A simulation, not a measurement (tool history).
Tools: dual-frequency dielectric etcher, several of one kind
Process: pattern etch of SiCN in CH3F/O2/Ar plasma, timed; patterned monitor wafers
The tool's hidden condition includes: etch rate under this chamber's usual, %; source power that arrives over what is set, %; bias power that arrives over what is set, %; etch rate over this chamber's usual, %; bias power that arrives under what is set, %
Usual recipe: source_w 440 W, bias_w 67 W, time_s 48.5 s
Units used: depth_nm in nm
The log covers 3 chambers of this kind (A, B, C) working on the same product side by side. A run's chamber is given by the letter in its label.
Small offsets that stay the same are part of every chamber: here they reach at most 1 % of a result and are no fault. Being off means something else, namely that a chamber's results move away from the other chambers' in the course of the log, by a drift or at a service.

run,hour,source_w,bias_w,time_s,hours since the last wet clean,hours since the last source power generator calibration,hours since the last bias power generator calibration,"read-back reference wafer on the same gauge, depth_nm",depth_nm
# hour 2.8: chamber B: wet clean of the chamber
1A,6.1,440,67,48.5,160.3,1263.8,1653.6,15.100,18.439
2C,11.4,440,67,48.5,460.6,3210.9,1043.6,15.114,18.333
3B,16.6,440,67,48.5,13.8,2498.9,3634.8,15.086,17.964
4C,24.8,440,67,48.5,474.0,3224.3,1057.0,15.091,18.748
5A,34.5,440,74,48.5,188.7,1292.2,1682.0,15.085,18.890
6B,40.3,440,74,48.5,37.5,2522.6,3658.5,15.099,18.973
7A,49.1,440,74,48.5,203.3,1306.8,1696.6,15.126,18.944
8B,57.7,440,67,48.5,54.9,2540.0,3675.9,15.103,18.342
9C,65.2,340,67,39.0,514.4,3264.7,1097.4,15.123,13.530
10B,72.3,340,67,39.0,69.5,2554.6,3690.5,15.103,13.288
11C,79.1,340,67,39.0,528.3,3278.6,1111.3,15.085,13.357
12A,84.4,440,67,48.5,238.6,1342.1,1731.9,15.100,18.241
13C,91.0,440,67,48.5,540.2,3290.5,1123.2,15.123,18.465
14B,96.0,440,67,48.5,93.2,2578.3,3714.2,15.077,18.117
15A,103.5,440,67,48.5,257.7,1361.2,1751.0,15.132,18.323
16A,109.1,440,67,48.5,263.3,1366.8,1756.6,15.098,18.508
17C,116.4,480,67,40.5,565.6,3315.9,1148.6,15.081,15.712
# hour 123.2: chamber C: wet clean of the chamber
18B,126.5,480,67,40.5,123.7,2608.8,3744.7,15.080,15.854
19A,133.6,480,67,40.5,287.8,1391.3,1781.1,15.107,16.092
20B,138.8,440,67,48.5,136.0,2621.1,3757.0,15.098,18.287
21C,148.6,440,67,48.5,25.5,3348.1,1180.8,15.074,18.622
22A,157.4,440,67,48.5,311.6,1415.1,1804.9,15.110,18.215
23B,164.0,440,67,48.5,161.2,2646.3,3782.2,15.106,18.237
24C,168.8,440,67,48.5,45.7,3368.3,1201.0,15.090,18.483

Has any chamber moved away from the others, gradually or after a service, or does the common gauge drift, or do the chambers differ only by their own small steady offsets? State the chamber and the most likely cause if one applies.

All chambers stay in line apart from their small fixed offsets, and the gauge does not drift.
